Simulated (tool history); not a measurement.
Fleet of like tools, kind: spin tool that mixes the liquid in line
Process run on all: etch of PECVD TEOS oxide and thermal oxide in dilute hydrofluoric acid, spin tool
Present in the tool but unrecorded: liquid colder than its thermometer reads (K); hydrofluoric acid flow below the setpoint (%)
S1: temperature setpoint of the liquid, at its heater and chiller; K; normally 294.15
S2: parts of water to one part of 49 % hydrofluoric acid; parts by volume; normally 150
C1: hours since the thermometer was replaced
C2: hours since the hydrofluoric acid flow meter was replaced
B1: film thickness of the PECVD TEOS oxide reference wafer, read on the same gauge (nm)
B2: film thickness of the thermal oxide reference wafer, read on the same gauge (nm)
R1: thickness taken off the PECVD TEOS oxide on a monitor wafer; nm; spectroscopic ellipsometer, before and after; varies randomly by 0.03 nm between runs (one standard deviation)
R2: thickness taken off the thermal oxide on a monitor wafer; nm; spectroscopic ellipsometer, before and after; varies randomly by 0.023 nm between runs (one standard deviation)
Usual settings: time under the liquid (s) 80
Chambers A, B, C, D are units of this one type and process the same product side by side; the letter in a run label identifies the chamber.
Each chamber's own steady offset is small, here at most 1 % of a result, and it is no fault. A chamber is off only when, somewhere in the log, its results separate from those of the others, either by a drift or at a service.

{"run": "1C", "hour": 2.9, "S1": 294.15, "S2": 150, "time under the liquid (s)": 80, "C1": 422.5, "C2": 385, "B1": 110.02, "B2": 70.003, "R1": 4.4338, "R2": 2.0636}
{"run": "2B", "hour": 5.8, "S1": 294.15, "S2": 150, "time under the liquid (s)": 80, "C1": 202.7, "C2": 532.9, "B1": 110, "B2": 70, "R1": 4.4252, "R2": 2.0765}
{"run": "3A", "hour": 7.8, "S1": 294.15, "S2": 150, "time under the liquid (s)": 80, "C1": 128.5, "C2": 1534.5, "B1": 110, "B2": 69.978, "R1": 4.4094, "R2": 2.0665}
{"run": "4D", "hour": 10.8, "S1": 294.15, "S2": 150, "time under the liquid (s)": 80, "C1": 239, "C2": 1617.7, "B1": 110, "B2": 69.97, "R1": 4.3732, "R2": 2.055}
{"run": "5D", "hour": 15.2, "S1": 294.15, "S2": 150, "time under the liquid (s)": 80, "C1": 243.4, "C2": 1622.1, "B1": 109.99, "B2": 69.959, "R1": 4.4529, "R2": 2.0559}
{"run": "6A", "hour": 17.2, "S1": 294.15, "S2": 150, "time under the liquid (s)": 80, "C1": 137.9, "C2": 1543.9, "B1": 109.97, "B2": 70.063, "R1": 4.3532, "R2": 2.0493}
{"run": "7C", "hour": 21.4, "S1": 294.15, "S2": 150, "time under the liquid (s)": 80, "C1": 441, "C2": 403.5, "B1": 110.02, "B2": 69.984, "R1": 4.4837, "R2": 2.0586}
{"run": "8B", "hour": 23.4, "S1": 294.15, "S2": 150, "time under the liquid (s)": 80, "C1": 220.3, "C2": 550.5, "B1": 110, "B2": 70.045, "R1": 4.3846, "R2": 2.0905}
{"run": "9D", "hour": 27.3, "S1": 294.15, "S2": 150, "time under the liquid (s)": 80, "C1": 255.5, "C2": 1634.2, "B1": 110.01, "B2": 69.991, "R1": 4.418, "R2": 2.0681}
{"run": "10B", "hour": 30.9, "S1": 294.15, "S2": 150, "time under the liquid (s)": 80, "C1": 227.8, "C2": 558, "B1": 109.96, "B2": 70.007, "R1": 4.4601, "R2": 2.066}
{"run": "11C", "hour": 35.2, "S1": 294.15, "S2": 150, "time under the liquid (s)": 80, "C1": 454.8, "C2": 417.3, "B1": 110, "B2": 70.029, "R1": 4.4105, "R2": 2.1156}
{"run": "12A", "hour": 37.9, "S1": 294.15, "S2": 150, "time under the liquid (s)": 80, "C1": 158.6, "C2": 1564.6, "B1": 109.99, "B2": 69.96, "R1": 4.3977, "R2": 2.0358}
{"run": "13C", "hour": 39.8, "S1": 294.15, "S2": 150, "time under the liquid (s)": 80, "C1": 459.4, "C2": 421.9, "B1": 109.98, "B2": 69.984, "R1": 4.4522, "R2": 2.0825}
{"run": "14D", "hour": 43.8, "S1": 294.15, "S2": 150, "time under the liquid (s)": 80, "C1": 272, "C2": 1650.7, "B1": 110, "B2": 69.987, "R1": 4.4286, "R2": 2.0819}
{"run": "15A", "hour": 47.2, "S1": 294.15, "S2": 150, "time under the liquid (s)": 80, "C1": 167.9, "C2": 1573.9, "B1": 110.05, "B2": 70.039, "R1": 4.4031, "R2": 2.0397}
{"run": "16B", "hour": 49.5, "S1": 294.15, "S2": 150, "time under the liquid (s)": 80, "C1": 246.4, "C2": 576.6, "B1": 109.96, "B2": 70.03, "R1": 4.4202, "R2": 2.0686}
{"run": "17B", "hour": 53.2, "S1": 297.15, "S2": 150, "time under the liquid (s)": 100, "C1": 250.1, "C2": 580.3, "B1": 110, "B2": 69.968, "R1": 6.2161, "R2": 2.9823}
{"run": "18C", "hour": 57.5, "S1": 297.15, "S2": 150, "time under the liquid (s)": 100, "C1": 477.1, "C2": 439.6, "B1": 110, "B2": 69.981, "R1": 6.264, "R2": 2.9737}
{"run": "19A", "hour": 60.6, "S1": 297.15, "S2": 150, "time under the liquid (s)": 100, "C1": 181.3, "C2": 1587.3, "B1": 109.98, "B2": 69.964, "R1": 6.1847, "R2": 2.8319}
{"run": "20D", "hour": 64.4, "S1": 297.15, "S2": 150, "time under the liquid (s)": 100, "C1": 292.6, "C2": 1671.3, "B1": 110.01, "B2": 69.973, "R1": 6.2241, "R2": 2.8703}
{"hour": 64.8, "done": "chamber D: hydrofluoric acid flow meter replaced"}
{"run": "21D", "hour": 67.5, "S1": 294.15, "S2": 150, "time under the liquid (s)": 80, "C1": 295.7, "C2": 2.8, "B1": 110.02, "B2": 69.988, "R1": 4.4597, "R2": 2.0258}
{"run": "22B", "hour": 69.9, "S1": 294.15, "S2": 150, "time under the liquid (s)": 80, "C1": 266.8, "C2": 597, "B1": 109.99, "B2": 69.995, "R1": 4.4104, "R2": 2.0359}
{"run": "23A", "hour": 72.9, "S1": 294.15, "S2": 150, "time under the liquid (s)": 80, "C1": 193.6, "C2": 1599.6, "B1": 109.99, "B2": 70.004, "R1": 4.3653, "R2": 2.0525}
{"run": "24C", "hour": 76.5, "S1": 290.15, "S2": 150, "time under the liquid (s)": 80, "C1": 496.1, "C2": 458.6, "B1": 109.96, "B2": 70.035, "R1": 3.7704, "R2": 1.7585}
{"run": "25C", "hour": 79.0, "S1": 290.15, "S2": 150, "time under the liquid (s)": 80, "C1": 498.6, "C2": 461.1, "B1": 110.02, "B2": 69.984, "R1": 3.758, "R2": 1.764}

For the next run the whole fleet of 4 chambers uses the same settings. Give each chamber's results:
{"run": "26A", "hour": 82.2, "S1": 294.15, "S2": 150, "time under the liquid (s)": 60, "R1": "?", "R2": "?"}
{"run": "26B", "hour": 82.2, "S1": 294.15, "S2": 150, "time under the liquid (s)": 60, "R1": "?", "R2": "?"}
{"run": "26C", "hour": 82.2, "S1": 294.15, "S2": 150, "time under the liquid (s)": 60, "R1": "?", "R2": "?"}
{"run": "26D", "hour": 82.2, "S1": 294.15, "S2": 150, "time under the liquid (s)": 60, "R1": "?", "R2": "?"}

run=26A R1=3.2896 R2=1.5254
run=26B R1=3.3212 R2=1.5465
run=26C R1=3.3348 R2=1.5839
run=26D R1=3.3063 R2=1.514

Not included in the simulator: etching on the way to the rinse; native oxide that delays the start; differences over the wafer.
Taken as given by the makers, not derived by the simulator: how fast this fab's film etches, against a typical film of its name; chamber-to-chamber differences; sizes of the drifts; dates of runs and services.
